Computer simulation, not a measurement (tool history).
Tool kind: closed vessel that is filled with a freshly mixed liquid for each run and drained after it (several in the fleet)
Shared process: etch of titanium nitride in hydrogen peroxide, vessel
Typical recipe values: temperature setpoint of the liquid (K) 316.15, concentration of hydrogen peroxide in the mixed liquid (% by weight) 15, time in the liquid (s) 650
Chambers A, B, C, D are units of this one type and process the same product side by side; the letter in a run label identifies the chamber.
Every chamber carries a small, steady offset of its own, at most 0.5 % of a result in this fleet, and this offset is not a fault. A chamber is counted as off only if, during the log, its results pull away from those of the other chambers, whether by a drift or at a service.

run   hour  temperature setpoint of the liquid (K)  concentration of hydrogen peroxide in the mixed liquid (% by weight)  time in the liquid (s)  hours since the thermometer was replaced  hours since the peroxide flow meter was replaced  hours since the drum of peroxide was connected  read-back film thickness of the titanium nitride reference wafer, read on the same gauge (nm)  thickness taken off the titanium nitride on a monitor wafer (angstrom)
 1A    6.9                                  316.15                                                                    15                     650                                    1208.7                                             196.6                                           916.7                                                                                         80.001                                                                  203.66
 2D   12.8                                  316.15                                                                    15                     650                                     765.2                                             667.8                                              56                                                                                         80.011                                                                   203.5
 3B   22.6                                  316.15                                                                    15                     650                                      24.1                                             516.4                                           959.3                                                                                         79.993                                                                  204.06
 4C   28.3                                  316.15                                                                    15                     650                                     936.2                                             382.5                                           332.3                                                                                         79.995                                                                   200.4
 5C   34.5                                  316.15                                                                    15                     650                                     942.4                                             388.7                                           338.5                                                                                         80.018                                                                  200.91
      39.4  -- chamber B: new drum of peroxide connected
 6B   39.7                                  316.15                                                                    15                     650                                      41.2                                             533.5                                             0.3                                                                                         80.014                                                                  202.65
 7D   44.1                                  316.15                                                                    15                     650                                     796.5                                             699.1                                            87.3                                                                                         80.017                                                                  203.48
 8A   48.8                                  316.15                                                                    15                     650                                    1250.6                                             238.5                                           958.6                                                                                         80.023                                                                  202.39
 9D   54.4                                  316.15                                                                    15                     650                                     806.8                                             709.4                                            97.6                                                                                         80.001                                                                  201.37
10B   62.6                                  316.15                                                                    15                     650                                      64.1                                             556.4                                            23.2                                                                                         80.012                                                                  204.52
11C     69                                  316.15                                                                    15                     650                                     976.9                                             423.2                                             373                                                                                         80.008                                                                  202.38
12A   76.6                                  316.15                                                                    15                     650                                    1278.4                                             266.3                                           986.4                                                                                         79.994                                                                  203.34
13A   86.1                                  316.15                                                                    15                     650                                    1287.9                                             275.8                                           995.9                                                                                          79.98                                                                   202.3
14D   90.8                                  316.15                                                                    15                     295                                     843.2                                             745.8                                             134                                                                                         79.992                                                                  90.945
15C  100.6                                  316.15                                                                    15                     295                                    1008.5                                             454.8                                           404.6                                                                                         80.018                                                                  91.307
16B  106.2                                  316.15                                                                    15                     295                                     107.7                                               600                                            66.8                                                                                         80.011                                                                   92.44
17A  114.2                                  316.15                                                                    15                     295                                      1316                                             303.9                                            1024                                                                                         80.013                                                                  91.651
18D    123                                  319.65                                                                    18                     650                                     875.4                                               778                                           166.2                                                                                         80.014                                                                  270.75
19C    128                                  319.65                                                                    18                     650                                    1035.9                                             482.2                                             432                                                                                         79.989                                                                  273.45
20B  132.5                                  319.65                                                                    18                     650                                       134                                             626.3                                            93.1                                                                                         79.984                                                                  276.03
21B  138.4                                  319.65                                                                    18                     650                                     139.9                                             632.2                                              99                                                                                         79.987                                                                  276.46
22C  145.7                                  323.15                                                                  13.5                     650                                    1053.6                                             499.9                                           449.7                                                                                         79.987                                                                  330.76
23D  154.1                                  323.15                                                                  13.5                     650                                     906.5                                             809.1                                           197.3                                                                                          80.01                                                                  325.28
24A  158.9                                  323.15                                                                  13.5                     650                                    1360.7                                             348.6                                          1068.7                                                                                         79.989                                                                  337.08
25B  163.7                                  323.15                                                                  13.5                     650                                     165.2                                             657.5                                           124.3                                                                                         80.004                                                                  338.21
26A  169.3                                  316.15                                                                    15                     650                                    1371.1                                               359                                          1079.1                                                                                         79.988                                                                  202.48
     176.4  -- chamber A: thermometer replaced
27C  177.1                                  320.15                                                                    12                     650                                      1085                                             531.3                                           481.1                                                                                         80.019                                                                  259.18
28D    185                                  320.15                                                                    12                     650                                     937.4                                               840                                           228.2                                                                                         79.971                                                                  254.17
29C  191.3                                  320.15                                                                    12                     650                                    1099.2                                             545.5                                           495.3                                                                                         79.994                                                                  261.01
30D  199.2                                  320.15                                                                    12                     650                                     951.6                                             854.2                                           242.4                                                                                          79.99                                                                  252.22
31A    208                                  316.15                                                                    15                     650                                      31.6                                             397.7                                          1117.8                                                                                         79.999                                                                  203.29
32B  213.8                                  316.15                                                                    15                     650                                     215.3                                             707.6                                           174.4                                                                                         80.011                                                                  204.18
33B  219.4                                  316.15                                                                    15                     650                                     220.9                                             713.2                                             180                                                                                         79.999                                                                  201.72
34D  228.5                                  316.15                                                                    15                     650                                     980.9                                             883.5                                           271.7                                                                                         80.006                                                                  194.61
35A  237.1                                  316.15                                                                    15                     650                                      60.7                                             426.8                                          1146.9                                                                                         80.011                                                                   202.6
36C  243.9                                  316.15                                                                    15                     650                                    1151.8                                             598.1                                           547.9                                                                                         79.997                                                                  201.89
37C  248.3                                  316.15                                                                    15                     650                                    1156.2                                             602.5                                           552.3                                                                                          80.01                                                                  201.56
38D  256.1                                  316.15                                                                    15                     650                                    1008.5                                             911.1                                           299.3                                                                                         79.988                                                                  193.34
     263.6  -- chamber C: new drum of peroxide connected
39B    265                                  316.15                                                                    15                     650                                     266.5                                             758.8                                           225.6                                                                                         80.009                                                                  203.18
40A    270                                  316.15                                                                    15                     650                                      93.6                                             459.7                                          1179.8                                                                                         80.009                                                                   203.4
41C    276                                  316.15                                                                    15                     650                                    1183.9                                             630.2                                            12.5                                                                                         80.026                                                                  199.85
42B  281.7                                  316.15                                                                    15                     650                                     283.2                                             775.5                                           242.3                                                                                         79.991                                                                  203.58
43D  287.7                                  316.15                                                                    15                     650                                    1040.1                                             942.7                                           330.9                                                                                         80.022                                                                  193.17

One chamber off, gauge drift, or nothing amiss beyond the chambers' own small offsets? If it is a chamber, which one, and what is the likeliest cause?

Little by little, chamber D moves away from the other chambers.
Most likely cause: liquid colder than its thermometer reads (K) = 0.703.

Below are 4 candidate recipes for chamber D's next run, each the usual settings with a change, their results shown as question marks. Which of them brings D's results back in line with what the other chambers give on the usual settings?
Allowed miss from the other chambers' usual-settings mean, per result, to count as in line: thickness taken off the titanium nitride on a monitor wafer (angstrom) 3.6
44D-1  294.9                                  316.15                                                                    15                     635                                                                                                                                                                                                                                                                                                                  ?
44D-2  294.9                                  316.65                                                                    15                     665                                                                                                                                                                                                                                                                                                                  ?
44D-3  294.9                                  316.15                                                                    15                     665                                                                                                                                                                                                                                                                                                                  ?
44D-4  294.9                                  316.15                                                                    15                     615                                                                                                                                                                                                                                                                                                                  ?

Average result of the remaining chambers running the usual settings: thickness taken off the titanium nitride on a monitor wafer (angstrom) 202.54
  run  thickness taken off the titanium nitride on a monitor wafer (angstrom)
44D-1                                                                  187.24
44D-2                                                                  203.65
44D-3                                                                  196.09
44D-4                                                                  181.35
The answer is 44D-2, which returns the chamber to within the allowed miss of the others.

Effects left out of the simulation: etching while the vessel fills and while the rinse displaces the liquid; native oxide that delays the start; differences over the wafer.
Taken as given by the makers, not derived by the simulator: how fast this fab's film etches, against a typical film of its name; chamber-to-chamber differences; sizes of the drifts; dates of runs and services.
